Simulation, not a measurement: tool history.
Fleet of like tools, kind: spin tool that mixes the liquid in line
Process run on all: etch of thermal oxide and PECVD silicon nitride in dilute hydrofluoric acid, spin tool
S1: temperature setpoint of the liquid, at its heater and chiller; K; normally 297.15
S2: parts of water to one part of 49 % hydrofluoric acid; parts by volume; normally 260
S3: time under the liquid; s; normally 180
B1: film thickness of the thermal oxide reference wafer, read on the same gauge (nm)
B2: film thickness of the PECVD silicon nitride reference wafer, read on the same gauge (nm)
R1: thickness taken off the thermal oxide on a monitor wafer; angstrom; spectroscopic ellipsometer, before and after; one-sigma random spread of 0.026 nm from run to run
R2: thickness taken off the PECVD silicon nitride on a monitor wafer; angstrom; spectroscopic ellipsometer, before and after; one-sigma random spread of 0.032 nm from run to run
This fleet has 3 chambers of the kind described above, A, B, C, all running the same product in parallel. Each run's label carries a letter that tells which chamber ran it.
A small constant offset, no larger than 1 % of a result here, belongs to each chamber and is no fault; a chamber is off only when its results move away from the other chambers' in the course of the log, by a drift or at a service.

{"run": "1C", "hour": 5.0, "S1": 297.15, "S2": 260, "S3": 180, "B1": 29.982, "B2": 59.98, "R1": 26.603, "R2": 26.319}
{"run": "2A", "hour": 11.2, "S1": 297.15, "S2": 260, "S3": 180, "B1": 30.028, "B2": 59.973, "R1": 27.005, "R2": 25.931}
{"run": "3B", "hour": 16.4, "S1": 297.15, "S2": 260, "S3": 180, "B1": 29.973, "B2": 60.04, "R1": 26.737, "R2": 26.192}
{"run": "4B", "hour": 23.6, "S1": 297.15, "S2": 260, "S3": 180, "B1": 29.997, "B2": 60.011, "R1": 26.439, "R2": 26.317}
{"run": "5A", "hour": 28.7, "S1": 297.15, "S2": 260, "S3": 180, "B1": 29.987, "B2": 60.002, "R1": 26.996, "R2": 25.687}
{"run": "6C", "hour": 38.0, "S1": 297.15, "S2": 260, "S3": 180, "B1": 29.993, "B2": 60.014, "R1": 26.849, "R2": 27.072}
{"run": "7A", "hour": 43.0, "S1": 297.15, "S2": 260, "S3": 180, "B1": 30.011, "B2": 60.032, "R1": 26.864, "R2": 26.179}
{"run": "8B", "hour": 49.4, "S1": 299.15, "S2": 260, "S3": 115, "B1": 30.001, "B2": 59.991, "R1": 18.019, "R2": 19.205}
{"run": "9C", "hour": 56.8, "S1": 299.15, "S2": 260, "S3": 115, "B1": 29.996, "B2": 59.971, "R1": 18.074, "R2": 18.759}
{"run": "10A", "hour": 64.9, "S1": 299.15, "S2": 260, "S3": 115, "B1": 30.024, "B2": 59.984, "R1": 18.082, "R2": 19.031}
{"run": "11C", "hour": 73.3, "S1": 297.15, "S2": 260, "S3": 180, "B1": 30.008, "B2": 60.042, "R1": 26.281, "R2": 25.739}
{"run": "12B", "hour": 80.5, "S1": 297.15, "S2": 260, "S3": 180, "B1": 30.011, "B2": 60.023, "R1": 26.19, "R2": 26.249}
{"run": "13A", "hour": 90.1, "S1": 292.65, "S2": 260, "S3": 75, "B1": 30, "B2": 59.96, "R1": 9.5713, "R2": 8.2845}
{"run": "14B", "hour": 95.7, "S1": 292.65, "S2": 260, "S3": 75, "B1": 30.002, "B2": 60.006, "R1": 9.1988, "R2": 8.3108}
{"run": "15C", "hour": 102.6, "S1": 292.65, "S2": 260, "S3": 75, "B1": 30.005, "B2": 60.012, "R1": 9.2358, "R2": 7.9887}
{"run": "16A", "hour": 107.5, "S1": 297.15, "S2": 260, "S3": 180, "B1": 29.983, "B2": 60.017, "R1": 26.91, "R2": 25.839}
{"run": "17B", "hour": 112.7, "S1": 297.15, "S2": 260, "S3": 180, "B1": 30.018, "B2": 59.992, "R1": 26.028, "R2": 25.91}
{"run": "18C", "hour": 119.3, "S1": 297.15, "S2": 260, "S3": 180, "B1": 30.015, "B2": 60.023, "R1": 26.269, "R2": 26.16}
{"run": "19A", "hour": 128.7, "S1": 297.15, "S2": 260, "S3": 180, "B1": 30.009, "B2": 59.988, "R1": 26.303, "R2": 26.687}
{"run": "20C", "hour": 135.3, "S1": 297.15, "S2": 260, "S3": 250, "B1": 29.992, "B2": 60.014, "R1": 36.419, "R2": 36.026}
{"run": "21B", "hour": 144.7, "S1": 297.15, "S2": 260, "S3": 250, "B1": 30, "B2": 60.013, "R1": 37.525, "R2": 36.73}
{"run": "22A", "hour": 154.0, "S1": 297.15, "S2": 260, "S3": 250, "B1": 30, "B2": 60.044, "R1": 36.901, "R2": 36.023}
{"run": "23B", "hour": 161.8, "S1": 297.15, "S2": 260, "S3": 180, "B1": 30.004, "B2": 60.001, "R1": 26.508, "R2": 26.596}
{"run": "24C", "hour": 168.5, "S1": 297.15, "S2": 260, "S3": 180, "B1": 29.999, "B2": 59.979, "R1": 26.874, "R2": 25.924}
{"run": "25A", "hour": 177.7, "S1": 297.15, "S2": 260, "S3": 180, "B1": 30.032, "B2": 60.013, "R1": 26.893, "R2": 26.104}
{"run": "26C", "hour": 185.9, "S1": 297.15, "S2": 260, "S3": 180, "B1": 30.012, "B2": 60.009, "R1": 26.368, "R2": 26.324}
{"run": "27B", "hour": 195.0, "S1": 297.15, "S2": 260, "S3": 180, "B1": 29.985, "B2": 59.991, "R1": 26.684, "R2": 26.801}
{"run": "28B", "hour": 204.6, "S1": 297.15, "S2": 260, "S3": 180, "B1": 29.999, "B2": 59.998, "R1": 26.788, "R2": 26.234}
{"run": "29C", "hour": 211.4, "S1": 297.15, "S2": 260, "S3": 180, "B1": 30.019, "B2": 60.001, "R1": 26.536, "R2": 26.679}
{"run": "30A", "hour": 218.9, "S1": 297.15, "S2": 260, "S3": 180, "B1": 30.011, "B2": 59.989, "R1": 26.918, "R2": 27.014}
{"run": "31B", "hour": 224.1, "S1": 297.15, "S2": 260, "S3": 145, "B1": 29.99, "B2": 59.997, "R1": 21.609, "R2": 21.273}
{"run": "32A", "hour": 233.2, "S1": 297.15, "S2": 260, "S3": 145, "B1": 30.012, "B2": 60.009, "R1": 21.5, "R2": 20.963}
{"run": "33C", "hour": 240.6, "S1": 297.15, "S2": 260, "S3": 145, "B1": 30.007, "B2": 59.968, "R1": 21.479, "R2": 21.179}
{"run": "34C", "hour": 244.8, "S1": 297.15, "S2": 260, "S3": 180, "B1": 29.993, "B2": 60.026, "R1": 26.501, "R2": 26.184}
{"run": "35B", "hour": 252.8, "S1": 297.15, "S2": 260, "S3": 275, "B1": 29.983, "B2": 60.011, "R1": 40.563, "R2": 40.375}
{"hour": 258.1, "done": "chamber B: hydrofluoric acid flow meter replaced"}
{"run": "36A", "hour": 262.4, "S1": 297.15, "S2": 260, "S3": 275, "B1": 30.026, "B2": 59.98, "R1": 40.445, "R2": 40.013}
{"run": "37A", "hour": 270.5, "S1": 297.15, "S2": 260, "S3": 275, "B1": 29.994, "B2": 60.016, "R1": 40.566, "R2": 40.289}
{"run": "38B", "hour": 275.0, "S1": 297.15, "S2": 260, "S3": 180, "B1": 29.988, "B2": 59.998, "R1": 26.136, "R2": 26.324}
{"run": "39C", "hour": 282.5, "S1": 297.15, "S2": 260, "S3": 180, "B1": 29.975, "B2": 59.983, "R1": 26.167, "R2": 26.369}
{"run": "40A", "hour": 287.9, "S1": 297.15, "S2": 260, "S3": 180, "B1": 30.016, "B2": 60.01, "R1": 26.987, "R2": 26.278}
{"run": "41B", "hour": 293.1, "S1": 297.15, "S2": 260, "S3": 180, "B1": 29.993, "B2": 59.963, "R1": 26.487, "R2": 26.462}
{"run": "42C", "hour": 302.0, "S1": 297.15, "S2": 260, "S3": 180, "B1": 29.982, "B2": 60, "R1": 26.037, "R2": 26.014}

Has any chamber moved away from the others, gradually or after a service, or does the common gauge drift, or do the chambers differ only by their own small steady offsets? State the chamber and the most likely cause if one applies.

Neither any chamber nor the gauge drifts; the chambers differ only by their own small, steady offsets.

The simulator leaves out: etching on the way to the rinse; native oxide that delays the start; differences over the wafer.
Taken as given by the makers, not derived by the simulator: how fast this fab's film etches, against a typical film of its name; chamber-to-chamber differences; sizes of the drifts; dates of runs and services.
